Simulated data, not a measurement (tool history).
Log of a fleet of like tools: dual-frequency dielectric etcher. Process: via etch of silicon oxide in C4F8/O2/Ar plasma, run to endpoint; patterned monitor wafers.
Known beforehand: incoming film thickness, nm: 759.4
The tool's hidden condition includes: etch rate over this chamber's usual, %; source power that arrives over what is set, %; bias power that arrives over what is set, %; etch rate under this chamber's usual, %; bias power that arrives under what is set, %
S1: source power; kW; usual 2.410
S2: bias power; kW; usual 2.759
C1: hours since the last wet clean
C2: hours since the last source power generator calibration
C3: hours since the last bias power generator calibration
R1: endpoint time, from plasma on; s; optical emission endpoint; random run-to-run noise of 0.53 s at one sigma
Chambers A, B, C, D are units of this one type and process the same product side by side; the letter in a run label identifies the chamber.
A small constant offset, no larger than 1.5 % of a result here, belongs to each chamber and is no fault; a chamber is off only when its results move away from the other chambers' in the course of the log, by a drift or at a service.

run 1C day=0.292 | S1=2.410 S2=2.759 | C1=184.8 C2=596.9 C3=1562.7 | R1=127.29
run 2A day=0.671 | S1=2.410 S2=2.759 | C1=158.9 C2=1369.9 C3=2176.1 | R1=126.74
run 3D day=1.167 | S1=2.410 S2=2.759 | C1=429.7 C2=394.3 C3=464.8 | R1=125.08
run 4B day=1.762 | S1=2.410 S2=2.759 | C1=160.0 C2=1115.8 C3=276.0 | R1=127.80
run 5D day=2.208 | S1=2.410 S2=2.759 | C1=454.7 C2=419.3 C3=489.8 | R1=126.11
-- day=2.325 chamber D: wet clean of the chamber
run 6C day=2.483 | S1=2.950 S2=3.282 | C1=237.4 C2=649.5 C3=1615.3 | R1=112.04
run 7B day=3.008 | S1=2.950 S2=3.282 | C1=189.9 C2=1145.7 C3=305.9 | R1=111.78
run 8A day=3.592 | S1=2.950 S2=3.282 | C1=229.0 C2=1440.0 C3=2246.2 | R1=110.82
run 9C day=4.062 | S1=2.950 S2=3.282 | C1=275.3 C2=687.4 C3=1653.2 | R1=111.62
run 10A day=4.583 | S1=2.410 S2=2.759 | C1=252.8 C2=1463.8 C3=2270.0 | R1=125.97
run 11B day=4.921 | S1=2.410 S2=2.759 | C1=235.8 C2=1191.6 C3=351.8 | R1=129.19
run 12D day=5.200 | S1=2.410 S2=2.759 | C1=69.0 C2=491.1 C3=561.6 | R1=125.39
run 13C day=5.792 | S1=2.410 S2=2.759 | C1=316.8 C2=728.9 C3=1694.7 | R1=127.67
run 14A day=6.117 | S1=2.710 S2=3.296 | C1=289.6 C2=1500.6 C3=2306.8 | R1=113.64
run 15D day=6.746 | S1=2.710 S2=3.296 | C1=106.1 C2=528.2 C3=598.7 | R1=112.78
run 16B day=7.267 | S1=2.710 S2=3.296 | C1=292.1 C2=1247.9 C3=408.1 | R1=118.05
run 17D day=7.692 | S1=2.710 S2=3.296 | C1=128.8 C2=550.9 C3=621.4 | R1=113.30
run 18B day=7.988 | S1=2.410 S2=2.759 | C1=309.4 C2=1265.2 C3=425.4 | R1=130.65
run 19C day=8.596 | S1=2.410 S2=2.759 | C1=384.1 C2=796.2 C3=1762.0 | R1=127.93
run 20A day=9.229 | S1=2.410 S2=2.759 | C1=364.3 C2=1575.3 C3=2381.5 | R1=126.48
run 21C day=9.708 | S1=2.410 S2=2.759 | C1=410.8 C2=822.9 C3=1788.7 | R1=128.11
run 22A day=10.217 | S1=2.410 S2=2.759 | C1=388.0 C2=1599.0 C3=2405.2 | R1=126.57
run 23B day=10.508 | S1=2.410 S2=2.759 | C1=369.9 C2=1325.7 C3=485.9 | R1=132.24
run 24D day=11.125 | S1=2.410 S2=2.759 | C1=211.2 C2=633.3 C3=703.8 | R1=125.22

All 4 chambers run these settings next. Forecast each chamber's results:
run 25A day=11.579 | S1=2.410 S2=3.193 | R1=?
run 25B day=11.579 | S1=2.410 S2=3.193 | R1=?
run 25C day=11.579 | S1=2.410 S2=3.193 | R1=?
run 25D day=11.579 | S1=2.410 S2=3.193 | R1=?

run=25A R1=121.00
run=25B R1=126.05
run=25C R1=122.18
run=25D R1=119.90
